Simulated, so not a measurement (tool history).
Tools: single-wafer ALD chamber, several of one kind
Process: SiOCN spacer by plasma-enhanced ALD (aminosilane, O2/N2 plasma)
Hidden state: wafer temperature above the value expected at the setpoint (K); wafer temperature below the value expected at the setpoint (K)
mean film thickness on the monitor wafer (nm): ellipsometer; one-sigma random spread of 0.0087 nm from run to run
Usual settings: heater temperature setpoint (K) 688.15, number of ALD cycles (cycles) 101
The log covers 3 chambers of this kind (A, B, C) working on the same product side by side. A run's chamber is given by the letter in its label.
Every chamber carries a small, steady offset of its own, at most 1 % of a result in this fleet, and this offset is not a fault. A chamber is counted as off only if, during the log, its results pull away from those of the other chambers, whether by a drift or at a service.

run,hour,heater temperature setpoint (K),number of ALD cycles (cycles),hours since the last thermocouple change,"read-back reference wafer on the same gauge, thickness_nm",mean film thickness on the monitor wafer (nm)
1A,11.5,688.15,101,2227.3,5.6205,5.8357
2C,18.2,688.15,101,1155.6,5.6238,5.8695
3B,28.5,688.15,101,217.8,5.6260,5.8340
4C,38.9,688.15,101,1176.3,5.6266,5.8627
5B,48.5,688.15,101,237.8,5.6299,5.8288
6A,56.4,688.15,101,2272.2,5.6303,5.8468
7B,69.1,688.15,101,258.4,5.6321,5.8208
8C,79.9,688.15,101,1217.3,5.6348,5.8667
9A,87.3,688.15,101,2303.1,5.6357,5.8399
# hour 92.8: chamber A: thermocouple changed; heater temperature recalibrated
10C,97.9,676.15,101,1235.3,5.6371,6.0946
11A,106.2,676.15,101,13.4,5.6386,6.0874
12B,115.5,676.15,101,304.8,5.6389,6.0833
13C,122.9,675.15,101,1260.3,5.6412,6.1136
14A,131.9,675.15,101,39.1,5.6434,6.0946
15B,145.2,675.15,101,334.5,5.6441,6.1054
16A,157.8,688.15,101,65.0,5.6476,5.8659
17B,168.6,688.15,101,357.9,5.6459,5.8626
18C,177.6,688.15,101,1315.0,5.6495,5.8814
19C,188.3,688.15,101,1325.7,5.6554,5.8889
20A,194.6,688.15,101,101.8,5.6550,5.8761

For the next run the whole fleet of 3 chambers uses the same settings. Give each chamber's results:
21A,204.4,678.15,101,,,?
21B,204.4,678.15,101,,,?
21C,204.4,678.15,101,,,?

run,mean film thickness on the monitor wafer (nm)
21A,6.0712
21B,6.0499
21C,6.0797
